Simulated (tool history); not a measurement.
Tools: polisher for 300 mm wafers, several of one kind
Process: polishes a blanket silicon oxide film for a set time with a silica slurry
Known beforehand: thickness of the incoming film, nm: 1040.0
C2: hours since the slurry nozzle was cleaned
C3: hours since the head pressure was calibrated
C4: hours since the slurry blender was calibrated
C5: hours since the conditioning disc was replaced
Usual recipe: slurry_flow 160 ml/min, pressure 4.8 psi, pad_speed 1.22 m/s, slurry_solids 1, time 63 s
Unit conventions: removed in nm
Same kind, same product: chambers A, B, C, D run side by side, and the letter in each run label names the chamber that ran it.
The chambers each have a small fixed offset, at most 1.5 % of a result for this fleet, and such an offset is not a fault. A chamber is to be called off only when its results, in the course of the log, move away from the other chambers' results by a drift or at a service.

-- day=0.329 chamber A: conditioning disc replaced and pad reconditioned
run 1D day=0.4 | slurry_flow=160 pressure=4.8 pad_speed=1.22 slurry_solids=1 time=63 | wafers_polished_on_this_pad=752 C2=313.7 C3=976.7 C4=142.6 C5=302.2 | removed=233.93
-- day=0.542 chamber A: worn pad replaced by a new one
run 2A day=0.821 | slurry_flow=160 pressure=4.8 pad_speed=1.22 slurry_solids=1 time=63 | wafers_polished_on_this_pad=59 C2=321.2 C3=472.3 C4=83.1 C5=11.8 | removed=238.8
run 3B day=1.175 | slurry_flow=160 pressure=4.8 pad_speed=1.22 slurry_solids=1 time=63 | wafers_polished_on_this_pad=705 C2=139.2 C3=583.3 C4=67.1 C5=235.8 | removed=243.82
-- day=1.5 chamber D: worn pad replaced by a new one
run 4C day=1.596 | slurry_flow=160 pressure=4.8 pad_speed=1.22 slurry_solids=1 time=63 | wafers_polished_on_this_pad=917 C2=88.2 C3=483.9 C4=207.7 C5=189.7 | removed=241.34
run 5C day=1.858 | slurry_flow=160 pressure=4.8 pad_speed=1.22 slurry_solids=1 time=63 | wafers_polished_on_this_pad=973 C2=94.5 C3=490.2 C4=214 C5=196 | removed=238.69
-- day=2.046 chamber C: slurry blender recalibrated
run 6B day=2.117 | slurry_flow=160 pressure=4.8 pad_speed=1.22 slurry_solids=1 time=63 | wafers_polished_on_this_pad=905 C2=161.8 C3=605.9 C4=89.7 C5=258.4 | removed=240.47
-- day=2.2 chamber C: head pressure recalibrated
run 7A day=2.321 | slurry_flow=160 pressure=4.8 pad_speed=1.22 slurry_solids=1 time=63 | wafers_polished_on_this_pad=378 C2=357.2 C3=508.3 C4=119.1 C5=47.8 | removed=242.19
-- day=2.421 chamber D: slurry blender recalibrated
run 8D day=2.696 | slurry_flow=160 pressure=4.8 pad_speed=1.22 slurry_solids=1 time=63 | wafers_polished_on_this_pad=254 C2=368.8 C3=1031.8 C4=6.6 C5=357.3 | removed=234.32
run 9C day=2.979 | slurry_flow=160 pressure=4.8 pad_speed=1.22 slurry_solids=1 time=63 | wafers_polished_on_this_pad=1212 C2=121.4 C3=18.7 C4=22.5 C5=222.9 | removed=236.83
run 10B day=3.317 | slurry_flow=160 pressure=4.8 pad_speed=1.38 slurry_solids=1 time=63 | wafers_polished_on_this_pad=1160 C2=190.6 C3=634.7 C4=118.5 C5=287.2 | removed=263.79
run 11A day=3.583 | slurry_flow=160 pressure=4.8 pad_speed=1.38 slurry_solids=1 time=63 | wafers_polished_on_this_pad=647 C2=387.5 C3=538.6 C4=149.4 C5=78.1 | removed=265.98
-- day=3.692 chamber A: worn pad replaced by a new one
run 12D day=3.908 | slurry_flow=160 pressure=4.8 pad_speed=1.38 slurry_solids=1 time=63 | wafers_polished_on_this_pad=512 C2=397.9 C3=1060.9 C4=35.7 C5=386.4 | removed=262.64
-- day=3.954 chamber C: worn pad replaced by a new one
run 13B day=4.112 | slurry_flow=160 pressure=4.8 pad_speed=1.38 slurry_solids=1 time=63 | wafers_polished_on_this_pad=1329 C2=209.7 C3=653.8 C4=137.6 C5=306.3 | removed=264.84
-- day=4.379 chamber A: conditioning disc replaced and pad reconditioned
run 14A day=4.475 | slurry_flow=160 pressure=4.8 pad_speed=1.22 slurry_solids=1 time=63 | wafers_polished_on_this_pad=167 C2=408.9 C3=560 C4=170.8 C5=2.3 | removed=245.05
-- day=4.571 chamber B: worn pad replaced by a new one
run 15D day=4.758 | slurry_flow=160 pressure=4.8 pad_speed=1.22 slurry_solids=1 time=63 | wafers_polished_on_this_pad=693 C2=418.3 C3=1081.3 C4=56.1 C5=406.8 | removed=241.13
run 16C day=5.025 | slurry_flow=160 pressure=4.8 pad_speed=1.22 slurry_solids=1 time=63 | wafers_polished_on_this_pad=228 C2=170.5 C3=67.8 C4=71.6 C5=272 | removed=238.09
run 17B day=5.362 | slurry_flow=160 pressure=4.8 pad_speed=1.22 slurry_solids=1 time=63 | wafers_polished_on_this_pad=169 C2=239.7 C3=683.8 C4=167.6 C5=336.3 | removed=234.65
run 18A day=5.608 | slurry_flow=160 pressure=4.8 pad_speed=1.22 slurry_solids=1 time=63 | wafers_polished_on_this_pad=408 C2=436.1 C3=587.2 C4=198 C5=29.5 | removed=240.88
run 19D day=5.95 | slurry_flow=160 pressure=4.8 pad_speed=1.22 slurry_solids=1 time=63 | wafers_polished_on_this_pad=946 C2=446.9 C3=1109.9 C4=84.7 C5=435.4 | removed=236.39
-- day=6.012 chamber D: worn pad replaced by a new one
-- day=6.075 chamber B: slurry nozzle cleaned
run 20C day=6.212 | slurry_flow=160 pressure=4.8 pad_speed=1.22 slurry_solids=1 time=63 | wafers_polished_on_this_pad=480 C2=199 C3=96.3 C4=100.1 C5=300.5 | removed=240.17
-- day=6.383 chamber D: head pressure recalibrated
run 21B day=6.433 | slurry_flow=160 pressure=4.8 pad_speed=1.22 slurry_solids=1 time=63 | wafers_polished_on_this_pad=396 C2=8.7 C3=709.5 C4=193.3 C5=362 | removed=241.54
-- day=6.775 chamber A: worn pad replaced by a new one
run 22C day=6.833 | slurry_flow=160 pressure=4.8 pad_speed=1.22 slurry_solids=1 time=63 | wafers_polished_on_this_pad=612 C2=213.9 C3=111.2 C4=115 C5=315.4 | removed=241.62
-- day=7.096 chamber D: slurry nozzle cleaned
run 23A day=7.175 | slurry_flow=160 pressure=3.6 pad_speed=1.22 slurry_solids=1 time=63 | wafers_polished_on_this_pad=85 C2=473.7 C3=624.8 C4=235.6 C5=67.1 | removed=180.87
run 24D day=7.5 | slurry_flow=160 pressure=3.6 pad_speed=1.22 slurry_solids=1 time=63 | wafers_polished_on_this_pad=317 C2=9.7 C3=26.9 C4=121.9 C5=472.6 | removed=200.6
run 25B day=7.85 | slurry_flow=160 pressure=3.6 pad_speed=1.22 slurry_solids=1 time=63 | wafers_polished_on_this_pad=698 C2=42.7 C3=743.5 C4=227.3 C5=396 | removed=182.48
-- day=7.975 chamber A: slurry nozzle cleaned
run 26D day=8.192 | slurry_flow=160 pressure=3.6 pad_speed=1.22 slurry_solids=1 time=63 | wafers_polished_on_this_pad=464 C2=26.3 C3=43.5 C4=138.5 C5=489.2 | removed=195.79
run 27C day=8.458 | slurry_flow=160 pressure=4.8 pad_speed=1.22 slurry_solids=1 time=63 | wafers_polished_on_this_pad=958 C2=252.9 C3=150.2 C4=154 C5=354.4 | removed=239.82
-- day=8.521 chamber A: conditioning disc replaced and pad reconditioned
run 28A day=8.671 | slurry_flow=160 pressure=4.8 pad_speed=1.22 slurry_solids=1 time=42 | wafers_polished_on_this_pad=403 C2=16.8 C3=660.7 C4=271.5 C5=3.6 | removed=157.6
-- day=8.688 chamber D: conditioning disc replaced and pad reconditioned
run 29A day=9.05 | slurry_flow=160 pressure=4.8 pad_speed=1.22 slurry_solids=1 time=42 | wafers_polished_on_this_pad=484 C2=25.9 C3=669.8 C4=280.6 C5=12.7 | removed=161.39
-- day=9.25 chamber C: slurry nozzle cleaned
-- day=9.392 chamber A: worn pad replaced by a new one
run 30C day=9.45 | slurry_flow=160 pressure=4.8 pad_speed=1.22 slurry_solids=1 time=42 | wafers_polished_on_this_pad=1169 C2=4.9 C3=174 C4=177.8 C5=378.2 | removed=160.34
run 31B day=9.829 | slurry_flow=160 pressure=4.8 pad_speed=1.22 slurry_solids=1 time=42 | wafers_polished_on_this_pad=1119 C2=90.2 C3=791 C4=274.8 C5=443.5 | removed=159.61
run 32D day=10.054 | slurry_flow=125 pressure=4.8 pad_speed=0.88 slurry_solids=1 time=63 | wafers_polished_on_this_pad=860 C2=71 C3=88.2 C4=183.2 C5=32.9 | removed=194.75
-- day=10.296 chamber B: slurry blender recalibrated
run 33B day=10.371 | slurry_flow=125 pressure=4.8 pad_speed=0.88 slurry_solids=1 time=63 | wafers_polished_on_this_pad=1234 C2=103.2 C3=804 C4=1.8 C5=456.5 | removed=173.57
run 34C day=10.654 | slurry_flow=125 pressure=4.8 pad_speed=0.88 slurry_solids=1 time=63 | wafers_polished_on_this_pad=1425 C2=33.8 C3=202.9 C4=206.7 C5=407.1 | removed=179.72
-- day=10.762 chamber D: worn pad replaced by a new one
-- day=10.942 chamber C: worn pad replaced by a new one
run 35D day=11.05 | slurry_flow=125 pressure=4.8 pad_speed=0.88 slurry_solids=1 time=63 | wafers_polished_on_this_pad=61 C2=94.9 C3=112.1 C4=207.1 C5=56.8 | removed=194.48
run 36A day=11.267 | slurry_flow=160 pressure=4.8 pad_speed=1.22 slurry_solids=1 time=63 | wafers_polished_on_this_pad=399 C2=79.1 C3=723 C4=333.8 C5=65.9 | removed=241.06
-- day=11.404 chamber A: slurry blender recalibrated
run 37C day=11.517 | slurry_flow=160 pressure=4.8 pad_speed=1.22 slurry_solids=1 time=63 | wafers_polished_on_this_pad=123 C2=54.5 C3=223.6 C4=227.4 C5=427.8 | removed=240.56
-- day=11.592 chamber B: worn pad replaced by a new one
-- day=11.617 chamber D: slurry blender recalibrated
run 38A day=11.771 | slurry_flow=160 pressure=4.8 pad_speed=1.22 slurry_solids=1 time=56 | wafers_polished_on_this_pad=506 C2=91.2 C3=735.1 C4=8.8 C5=78 | removed=217.13
-- day=11.817 chamber A: worn pad replaced by a new one
run 39B day=12.171 | slurry_flow=160 pressure=4.8 pad_speed=1.22 slurry_solids=1 time=56 | wafers_polished_on_this_pad=123 C2=146.4 C3=847.2 C4=45 C5=499.7 | removed=211.22
-- day=12.362 chamber C: slurry blender recalibrated
run 40D day=12.579 | slurry_flow=160 pressure=4.8 pad_speed=1.22 slurry_solids=1 time=56 | wafers_polished_on_this_pad=386 C2=131.6 C3=148.8 C4=23.2 C5=93.5 | removed=237.95
-- day=12.754 chamber A: conditioning disc replaced and pad reconditioned
run 41A day=12.862 | slurry_flow=160 pressure=4.8 pad_speed=1.22 slurry_solids=1 time=56 | wafers_polished_on_this_pad=222 C2=117.4 C3=761.3 C4=35 C5=2.7 | removed=215.41
run 42C day=13.129 | slurry_flow=160 pressure=4.8 pad_speed=1.22 slurry_solids=1 time=63 | wafers_polished_on_this_pad=466 C2=93.2 C3=262.3 C4=18.4 C5=466.5 | removed=237.91
run 43D day=13.438 | slurry_flow=160 pressure=4.8 pad_speed=1.22 slurry_solids=1 time=63 | wafers_polished_on_this_pad=569 C2=152.2 C3=169.4 C4=43.8 C5=114.1 | removed=267.04
run 44B day=13.792 | slurry_flow=160 pressure=4.8 pad_speed=1.22 slurry_solids=1 time=63 | wafers_polished_on_this_pad=468 C2=185.3 C3=886.1 C4=83.9 C5=538.6 | removed=240.26

Is one chamber out of step, is the gauge drifting, or do the chambers differ by no more than their own small offsets? For an off chamber, give its letter and the likeliest cause.

A service on chamber D put it out of line with the rest.
Most likely cause: head's pressure above its setpoint, % = 10.3.

Chamber D could run next with any of the 4 candidate recipes listed below; each alters the usual settings, and their results appear as question marks. Which one brings its results back in line with what the other chambers deliver on the usual settings?
In-line tolerance around the mean of the other chambers on the usual settings: removed 9 nm
run 45D-1 day=14.096 | slurry_flow=160 pressure=4.8 pad_speed=1.22 slurry_solids=1 time=64 | removed=?
run 45D-2 day=14.096 | slurry_flow=160 pressure=4.6 pad_speed=1.18 slurry_solids=1 time=61 | removed=?
run 45D-3 day=14.096 | slurry_flow=160 pressure=4.8 pad_speed=1.2 slurry_solids=1 time=62 | removed=?
run 45D-4 day=14.096 | slurry_flow=160 pressure=5 pad_speed=1.22 slurry_solids=1 time=66 | removed=?

What the other chambers average on the usual settings: removed 240.48 nm
run=45D-1 removed=267.12
run=45D-2 removed=237.63
run=45D-3 removed=255.35
run=45D-4 removed=286.84
It is 45D-2 that realigns the chamber with its peers.
